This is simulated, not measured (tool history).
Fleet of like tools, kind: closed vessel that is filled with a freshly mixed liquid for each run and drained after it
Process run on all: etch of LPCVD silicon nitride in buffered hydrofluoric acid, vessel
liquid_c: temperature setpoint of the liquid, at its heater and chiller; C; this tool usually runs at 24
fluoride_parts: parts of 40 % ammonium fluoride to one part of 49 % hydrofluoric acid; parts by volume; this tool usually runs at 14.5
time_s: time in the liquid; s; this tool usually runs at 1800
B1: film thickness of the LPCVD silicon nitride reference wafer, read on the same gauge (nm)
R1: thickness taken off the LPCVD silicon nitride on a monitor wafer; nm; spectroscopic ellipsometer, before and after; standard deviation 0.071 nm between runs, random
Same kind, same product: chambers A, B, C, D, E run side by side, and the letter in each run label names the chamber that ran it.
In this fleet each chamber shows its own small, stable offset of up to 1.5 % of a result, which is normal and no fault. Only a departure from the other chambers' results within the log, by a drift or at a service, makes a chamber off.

Run 1E, hour 2.6: usual settings; B1 59.992. Result: R1 18.321 nm.
Run 2A, hour 7.4: usual settings; B1 59.989. Result: R1 18.285 nm.
Run 3C, hour 11: usual settings; B1 60.004. Result: R1 18.244 nm.
Run 4D, hour 14.8: usual settings; B1 59.986. Result: R1 18.396 nm.
Run 5B, hour 18.1: usual settings; B1 60.013. Result: R1 18.171 nm.
Run 6A, hour 20.4: usual settings; B1 60.028. Result: R1 18.262 nm.
Run 7D, hour 24: usual settings; B1 60.005. Result: R1 18.203 nm.
Run 8C, hour 28.4: usual settings; B1 59.963. Result: R1 18.063 nm.
Run 9E, hour 31.8: usual settings; B1 60.062. Result: R1 18.397 nm.
Run 10B, hour 35.9: usual settings; B1 59.998. Result: R1 18.116 nm.
At hour 36.7: chamber B: thermometer replaced.
Run 11B, hour 38.9: usual settings; B1 60.05. Result: R1 18.282 nm.
Run 12E, hour 43.4: usual settings; B1 59.976. Result: R1 18.368 nm.
Run 13D, hour 47.4: usual settings; B1 59.981. Result: R1 18.286 nm.
Run 14A, hour 50.6: usual settings; B1 59.987. Result: R1 18.289 nm.
Run 15C, hour 53: usual settings; B1 60.016. Result: R1 17.983 nm.
Run 16E, hour 57.8: usual settings; B1 60.006. Result: R1 18.375 nm.
Run 17A, hour 61.5: usual settings; B1 60.027. Result: R1 18.353 nm.
Run 18C, hour 65.2: usual settings; B1 60.012. Result: R1 17.947 nm.
Run 19D, hour 69: usual settings; B1 59.939. Result: R1 18.356 nm.
Run 20B, hour 73.4: usual settings; B1 60.005. Result: R1 18.374 nm.
Run 21C, hour 77.7: usual settings; B1 59.993. Result: R1 17.673 nm.
Run 22B, hour 80.8: usual settings; B1 60.055. Result: R1 18.213 nm.
Run 23D, hour 84.6: usual settings; B1 60.067. Result: R1 18.305 nm.
Run 24E, hour 87.4: usual settings but liquid_c 21 C, fluoride_parts 10 parts by volume; B1 59.975. Result: R1 22.305 nm.
Run 25A, hour 91.8: usual settings but liquid_c 21 C, fluoride_parts 10 parts by volume; B1 60.015. Result: R1 22.229 nm.
Run 26D, hour 95: usual settings but liquid_c 21 C, fluoride_parts 10 parts by volume; B1 60.009. Result: R1 22.292 nm.
Run 27A, hour 97.9: usual settings but liquid_c 21 C, fluoride_parts 10 parts by volume; B1 60.022. Result: R1 22.232 nm.
Run 28C, hour 102.7: usual settings but liquid_c 21 C, fluoride_parts 10 parts by volume; B1 60.026. Result: R1 21.272 nm.
Run 29B, hour 105.6: usual settings; B1 60.019. Result: R1 18.345 nm.
Run 30E, hour 108.2: usual settings; B1 59.987. Result: R1 18.297 nm.

Each of the 5 chambers runs these same settings next. Fill in every chamber's results:
Run 31A, hour 111.7: usual settings. Result: R1 ?.
Run 31B, hour 111.7: usual settings. Result: R1 ?.
Run 31C, hour 111.7: usual settings. Result: R1 ?.
Run 31D, hour 111.7: usual settings. Result: R1 ?.
Run 31E, hour 111.7: usual settings. Result: R1 ?.

run      R1
31A  18.359
31B  18.225
31C  17.294
31D  18.138
31E  18.315
